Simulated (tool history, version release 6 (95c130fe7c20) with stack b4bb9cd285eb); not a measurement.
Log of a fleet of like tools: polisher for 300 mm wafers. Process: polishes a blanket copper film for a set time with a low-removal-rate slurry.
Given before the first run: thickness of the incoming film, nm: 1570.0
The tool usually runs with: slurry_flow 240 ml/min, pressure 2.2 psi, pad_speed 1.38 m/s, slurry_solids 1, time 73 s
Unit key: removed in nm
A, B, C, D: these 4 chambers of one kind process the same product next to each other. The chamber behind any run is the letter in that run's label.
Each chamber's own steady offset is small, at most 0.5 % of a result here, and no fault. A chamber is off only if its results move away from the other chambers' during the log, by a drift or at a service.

run,hour,slurry_flow,pressure,pad_speed,slurry_solids,time,removed
# hour 4.7: chamber B: slurry blender recalibrated
1A,8,240,2.2,1.38,1,73,217.16
# hour 10.1: chamber C: head pressure recalibrated
# hour 13: chamber B: worn pad replaced by a new one
2D,17.4,240,2.2,1.38,1,73,214.88
# hour 18.8: chamber C: worn pad replaced by a new one
3C,24.9,240,2.2,1.38,1,73,216.28
4B,30.3,240,2.2,1.38,1,73,214.13
5A,39,240,2.2,1.38,1.1,50,148.35
# hour 39.7: chamber D: slurry nozzle cleaned
6D,43.2,240,2.2,1.38,1.1,50,148.55
7C,51.4,240,2.2,1.38,1.1,50,150.78
8B,57.5,240,2.2,1.38,1.1,50,149.91
# hour 63.6: chamber D: worn pad replaced by a new one
9D,63.7,240,2.2,1.38,1,73,211.4
10B,72.1,240,2.2,1.38,1,73,212.16
# hour 75.5: chamber D: slurry blender recalibrated
11A,77.5,240,2.2,1.38,1,73,213.53
# hour 79: chamber A: worn pad replaced by a new one
# hour 81: chamber A: slurry nozzle cleaned
# hour 85.1: chamber C: worn pad replaced by a new one
12C,85.8,300,2.2,1.38,1,58,173.53
13B,93.5,300,2.2,1.38,1,58,170.34
14C,100.5,300,2.2,1.38,1,58,173.35
15A,105.7,300,2.2,1.38,1,58,173.16
# hour 106.7: chamber B: worn pad replaced by a new one
16D,110,240,2.2,1.38,1,73,214.41
17D,114.4,240,2.2,1.38,1,73,214.15
18B,123.4,240,2.2,1.38,1,73,212.22
19C,132,240,2.2,1.38,1,73,216.43
20A,138.3,240,2.2,1.38,1,73,215.45
21B,145.2,165,2.2,1.38,1.2,73,210.17
# hour 146.3: chamber D: worn pad replaced by a new one
# hour 150.2: chamber C: worn pad replaced by a new one
22D,153.8,165,2.2,1.38,1.2,73,213.76
23C,162.8,165,2.2,1.38,1.2,73,215.67
# hour 166.9: chamber A: worn pad replaced by a new one
24A,168.9,165,2.2,1.38,1.2,73,210.02
25B,173.9,240,2.2,1.38,1,73,213.98

All chambers now run identical settings, listed one chamber a line with results as question marks. What results will each chamber show?
26A,180.7,240,2.2,1.38,1,73,?
26B,180.7,240,2.2,1.38,1,73,?
26C,180.7,240,2.2,1.38,1,73,?
26D,180.7,240,2.2,1.38,1,73,?

run,removed
26A,210.99
26B,215.21
26C,214.04
26D,217.42
